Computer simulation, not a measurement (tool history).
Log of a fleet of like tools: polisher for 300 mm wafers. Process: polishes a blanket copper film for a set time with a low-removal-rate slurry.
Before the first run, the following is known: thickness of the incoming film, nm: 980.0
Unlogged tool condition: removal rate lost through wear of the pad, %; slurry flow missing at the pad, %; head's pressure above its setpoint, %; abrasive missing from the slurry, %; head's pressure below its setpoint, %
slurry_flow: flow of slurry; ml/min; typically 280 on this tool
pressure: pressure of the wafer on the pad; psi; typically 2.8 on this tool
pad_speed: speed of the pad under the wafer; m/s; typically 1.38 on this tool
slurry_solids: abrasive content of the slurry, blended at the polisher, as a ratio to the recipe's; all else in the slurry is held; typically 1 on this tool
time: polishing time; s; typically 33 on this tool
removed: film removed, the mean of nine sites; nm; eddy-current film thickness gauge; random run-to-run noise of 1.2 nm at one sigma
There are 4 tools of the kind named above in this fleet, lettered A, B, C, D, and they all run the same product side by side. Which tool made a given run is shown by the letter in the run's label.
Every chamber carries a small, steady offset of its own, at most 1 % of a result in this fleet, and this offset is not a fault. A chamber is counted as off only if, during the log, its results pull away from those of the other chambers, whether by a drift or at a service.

| run | day | slurry_flow | pressure | pad_speed | slurry_solids | time | wafers polished on this pad | hours since the slurry nozzle was cleaned | hours since the head pressure was calibrated | hours since the slurry blender was calibrated | removed |
|---|---|---|---|---|---|---|---|---|---|---|---|
| 1B | 0.383 | 280 | 2.8 | 1.38 | 1 | 33 | 695 | 12 | 576.3 | 263.5 | 105.9 |
|  | 0.508 | chamber C: worn pad replaced by a new one |
| 2A | 1.025 | 280 | 2.8 | 1.38 | 1 | 33 | 771 | 62 | 325 | 341 | 106.72 |
|  | 1.292 | chamber B: worn pad replaced by a new one |
| 3D | 1.662 | 280 | 2.8 | 1.38 | 1 | 33 | 938 | 400.2 | 386.5 | 186.5 | 106.76 |
|  | 1.904 | chamber A: slurry blender recalibrated |
|  | 2.167 | chamber A: worn pad replaced by a new one |
| 4C | 2.179 | 280 | 2.8 | 1.38 | 1 | 33 | 657 | 339.7 | 253.2 | 187.8 | 105.54 |
|  | 2.246 | chamber D: worn pad replaced by a new one |
|  | 2.412 | chamber B: slurry blender recalibrated |
| 5C | 2.671 | 280 | 2.8 | 1.38 | 1 | 33 | 850 | 351.5 | 265 | 199.6 | 103.48 |
|  | 2.7 | chamber C: slurry nozzle cleaned |
|  | 3.292 | chamber C: worn pad replaced by a new one |
| 6A | 3.362 | 280 | 2.8 | 1.38 | 1 | 33 | 469 | 118.1 | 381.1 | 35.1 | 104.95 |
| 7B | 3.808 | 280 | 2.8 | 1.38 | 1 | 33 | 988 | 94.2 | 658.5 | 33.6 | 108.41 |
|  | 3.821 | chamber B: worn pad replaced by a new one |
|  | 3.888 | chamber D: slurry blender recalibrated |
| 8D | 4.4 | 280 | 2.8 | 1.38 | 1 | 33 | 845 | 465.9 | 452.2 | 12.4 | 109.05 |
|  | 4.762 | chamber D: worn pad replaced by a new one |
| 9A | 5.067 | 280 | 2.8 | 1.38 | 1 | 33 | 1138 | 159 | 422 | 76 | 105.45 |
|  | 5.375 | chamber A: worn pad replaced by a new one |
| 10B | 5.646 | 280 | 2.8 | 1.38 | 1 | 33 | 717 | 138.3 | 702.6 | 77.7 | 107.07 |
| 11C | 6.117 | 280 | 2.8 | 1.38 | 1 | 33 | 1109 | 82 | 347.7 | 282.3 | 105.5 |
|  | 6.288 | chamber C: worn pad replaced by a new one |
| 12D | 6.479 | 280 | 2.8 | 1.38 | 1 | 33 | 674 | 515.8 | 502.1 | 62.3 | 104.03 |
| 13D | 6.812 | 280 | 2.8 | 1.38 | 1 | 33 | 805 | 523.8 | 510.1 | 70.3 | 105.8 |
|  | 7.05 | chamber B: worn pad replaced by a new one |
| 14B | 7.304 | 280 | 2.8 | 1.38 | 1 | 33 | 100 | 178.1 | 742.4 | 117.5 | 108.19 |
|  | 7.55 | chamber D: head pressure recalibrated |
| 15C | 7.658 | 280 | 2.8 | 1.38 | 1 | 33 | 538 | 119 | 384.7 | 319.3 | 105.5 |
|  | 7.783 | chamber D: worn pad replaced by a new one |
|  | 7.875 | chamber D: slurry nozzle cleaned |
|  | 7.958 | chamber A: worn pad replaced by a new one |
| 16A | 8.183 | 280 | 2.8 | 1.38 | 1 | 33 | 88 | 233.8 | 496.8 | 150.8 | 105.96 |
|  | 8.488 | chamber C: slurry blender recalibrated |
| 17D | 8.758 | 280 | 2.8 | 1.38 | 1 | 33 | 383 | 21.3 | 29 | 117 | 98.456 |
| 18A | 9.117 | 280 | 2.8 | 1.38 | 1 | 33 | 455 | 256.2 | 519.2 | 173.2 | 106.11 |
|  | 9.242 | chamber C: worn pad replaced by a new one |
| 19B | 9.542 | 280 | 2.8 | 1.38 | 1 | 33 | 978 | 231.8 | 796.1 | 171.2 | 105.42 |
| 20C | 10.146 | 280 | 2.8 | 1.38 | 1 | 33 | 355 | 178.7 | 444.4 | 39.8 | 106.99 |
|  | 10.321 | chamber B: worn pad replaced by a new one |
|  | 10.604 | chamber A: worn pad replaced by a new one |
| 21D | 10.783 | 280 | 2.8 | 1.38 | 1 | 33 | 1177 | 69.9 | 77.6 | 165.6 | 97.082 |
|  | 10.992 | chamber D: worn pad replaced by a new one |
| 22B | 11.204 | 280 | 2.8 | 1.38 | 1 | 33 | 346 | 271.7 | 836 | 211.1 | 105.79 |
|  | 11.35 | chamber B: slurry nozzle cleaned |
| 23A | 11.767 | 280 | 2.8 | 1.38 | 1 | 33 | 457 | 319.8 | 582.8 | 236.8 | 105.71 |
| 24C | 12.367 | 375 | 2.8 | 1.38 | 1 | 33 | 1227 | 232 | 497.7 | 93.1 | 108.3 |
|  | 12.508 | chamber C: worn pad replaced by a new one |
|  | 12.617 | chamber D: slurry blender recalibrated |
| 25C | 12.679 | 375 | 2.8 | 1.38 | 1 | 33 | 67 | 239.5 | 505.2 | 100.6 | 109.33 |
|  | 13.004 | chamber B: worn pad replaced by a new one |
| 26D | 13.096 | 375 | 2.8 | 1.38 | 1 | 33 | 827 | 125.4 | 133.1 | 11.5 | 99.146 |
| 27A | 13.55 | 375 | 2.8 | 1.38 | 1 | 33 | 1157 | 362.6 | 625.6 | 279.6 | 108.11 |
| 28B | 13.975 | 280 | 2.8 | 1.38 | 1 | 33 | 381 | 63 | 902.5 | 277.6 | 106.01 |
| 29B | 14.479 | 280 | 2.8 | 1.38 | 1.15 | 27 | 579 | 75.1 | 914.6 | 289.7 | 91.823 |

What goes on in this fleet: one chamber off, a drifting gauge, or nothing beyond the chambers' own small offsets? Name the chamber and the cause, if any.

After it was serviced, chamber D no longer matches the other chambers.
What lies behind it: head's pressure below its setpoint, % = 9.56.

Here are 4 candidates for chamber D's next run, each the usual settings with a change, their results left as question marks. Which one brings its results back in line with what the others give on the usual settings?
Allowed miss from the other chambers' usual-settings mean, per result, to count as in line: removed 4.1 nm
| 30D-1 | 14.975 | 280 | 2.9 | 1.42 | 1 | 34 |  |  |  |  | ? |
| 30D-2 | 14.975 | 280 | 2.7 | 1.32 | 1 | 33 |  |  |  |  | ? |
| 30D-3 | 14.975 | 280 | 2.8 | 1.26 | 1 | 30 |  |  |  |  | ? |
| 30D-4 | 14.975 | 285 | 2.8 | 1.38 | 1 | 39 |  |  |  |  | ? |

Average result of the remaining chambers running the usual settings: removed 106.26 nm
| run | removed |
|---|---|
| 30D-1 | 106.42 |
| 30D-2 | 89.259 |
| 30D-3 | 80.343 |
| 30D-4 | 114.66 |
30D-1 puts the chamber back in line with the other chambers.
